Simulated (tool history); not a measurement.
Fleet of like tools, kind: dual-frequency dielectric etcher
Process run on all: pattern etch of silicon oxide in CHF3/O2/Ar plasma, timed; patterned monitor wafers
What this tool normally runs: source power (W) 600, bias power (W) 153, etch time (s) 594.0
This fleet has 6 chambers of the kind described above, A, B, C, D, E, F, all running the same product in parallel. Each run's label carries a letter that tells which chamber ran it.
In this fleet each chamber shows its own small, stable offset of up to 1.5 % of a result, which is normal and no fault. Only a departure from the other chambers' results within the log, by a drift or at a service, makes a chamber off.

| run | hour | source power (W) | bias power (W) | etch time (s) | read-back reference wafer on the same gauge, depth_nm | mean etch depth across the wafer (nm) |
|---|---|---|---|---|---|---|
| 1A | 8.8 | 600 | 153 | 594.0 | 1090.1 | 1102.4 |
| 2F | 16.4 | 600 | 153 | 594.0 | 1090.4 | 1119.4 |
| 3D | 25.1 | 600 | 153 | 594.0 | 1090.1 | 1114.7 |
| 4B | 32.0 | 600 | 153 | 594.0 | 1090.0 | 1111.7 |
| 5E | 37.3 | 600 | 153 | 594.0 | 1089.4 | 1128.1 |
| 6C | 44.9 | 600 | 153 | 594.0 | 1089.7 | 1122.6 |
| 7F | 49.5 | 600 | 153 | 594.0 | 1089.9 | 1118.1 |
| 8C | 54.1 | 600 | 153 | 594.0 | 1089.8 | 1117.1 |
| 9A | 60.6 | 600 | 153 | 594.0 | 1090.0 | 1100.2 |
| 10D | 67.7 | 600 | 153 | 594.0 | 1090.1 | 1110.0 |
|  | 69.6 | chamber A: source power generator calibrated |
| 11B | 75.5 | 600 | 153 | 594.0 | 1090.0 | 1124.0 |
| 12E | 80.0 | 600 | 153 | 594.0 | 1089.5 | 1113.5 |
| 13C | 84.0 | 600 | 153 | 734.5 | 1090.2 | 1385.1 |
| 14E | 91.8 | 600 | 153 | 734.5 | 1090.3 | 1382.3 |
| 15B | 97.3 | 600 | 153 | 734.5 | 1089.1 | 1401.1 |
| 16F | 101.5 | 600 | 153 | 734.5 | 1090.1 | 1378.3 |
| 17D | 108.1 | 600 | 153 | 734.5 | 1090.1 | 1373.6 |
| 18A | 112.1 | 600 | 153 | 734.5 | 1090.1 | 1364.7 |
| 19D | 118.5 | 600 | 153 | 594.0 | 1090.9 | 1113.7 |
| 20C | 123.3 | 600 | 153 | 594.0 | 1090.6 | 1128.2 |
| 21E | 131.2 | 600 | 153 | 594.0 | 1090.2 | 1115.4 |
| 22F | 135.0 | 600 | 153 | 594.0 | 1089.2 | 1115.2 |
| 23A | 139.0 | 600 | 153 | 594.0 | 1090.0 | 1100.0 |
| 24B | 146.1 | 600 | 153 | 594.0 | 1090.0 | 1143.5 |
| 25D | 154.2 | 600 | 153 | 594.0 | 1089.7 | 1117.9 |
| 26B | 161.8 | 600 | 153 | 594.0 | 1090.5 | 1150.5 |
| 27F | 167.0 | 600 | 153 | 594.0 | 1090.6 | 1116.8 |
| 28A | 174.2 | 600 | 153 | 594.0 | 1089.2 | 1098.6 |
| 29C | 179.5 | 600 | 153 | 594.0 | 1090.4 | 1121.3 |
| 30E | 184.4 | 600 | 153 | 594.0 | 1089.9 | 1116.6 |
| 31D | 193.1 | 600 | 189 | 594.0 | 1089.7 | 1195.5 |
| 32C | 198.3 | 600 | 189 | 594.0 | 1090.7 | 1198.4 |
| 33F | 204.1 | 600 | 189 | 594.0 | 1090.7 | 1204.5 |
| 34B | 208.5 | 600 | 189 | 594.0 | 1089.7 | 1240.9 |
| 35E | 217.2 | 600 | 189 | 594.0 | 1089.5 | 1201.7 |
| 36A | 224.1 | 600 | 189 | 594.0 | 1090.0 | 1188.1 |
| 37E | 231.7 | 600 | 153 | 594.0 | 1089.7 | 1122.0 |
|  | 234.3 | chamber C: wet clean of the chamber |
| 38C | 238.9 | 600 | 153 | 594.0 | 1089.8 | 1119.4 |

Has any chamber moved away from the others, gradually or after a service, or does the common gauge drift, or do the chambers differ only by their own small steady offsets? State the chamber and the most likely cause if one applies.

It is chamber B that slowly wanders off from its peers.
Most likely cause: etch rate over this chamber's usual, % = 5.28.

Which of the 4 candidates below, each the usual settings with something changed and its results left as question marks, puts chamber B back in line with what the other chambers give on the usual settings?
Allowed miss from the other chambers' usual-settings mean, per result, to count as in line: mean etch depth across the wafer (nm) 14.0
| 39B-1 | 245.2 | 600 | 153 | 578.5 |  | ? |
| 39B-2 | 245.2 | 610 | 154 | 618.5 |  | ? |
| 39B-3 | 245.2 | 600 | 154 | 607.5 |  | ? |
| 39B-4 | 245.2 | 560 | 144 | 594.0 |  | ? |

What the other chambers average on the usual settings: mean etch depth across the wafer (nm) 1114.5
| run | mean etch depth across the wafer (nm) |
|---|---|
| 39B-1 | 1139.1 |
| 39B-2 | 1228.1 |
| 39B-3 | 1198.7 |
| 39B-4 | 1117.0 |
39B-4 brings the chamber back in line.
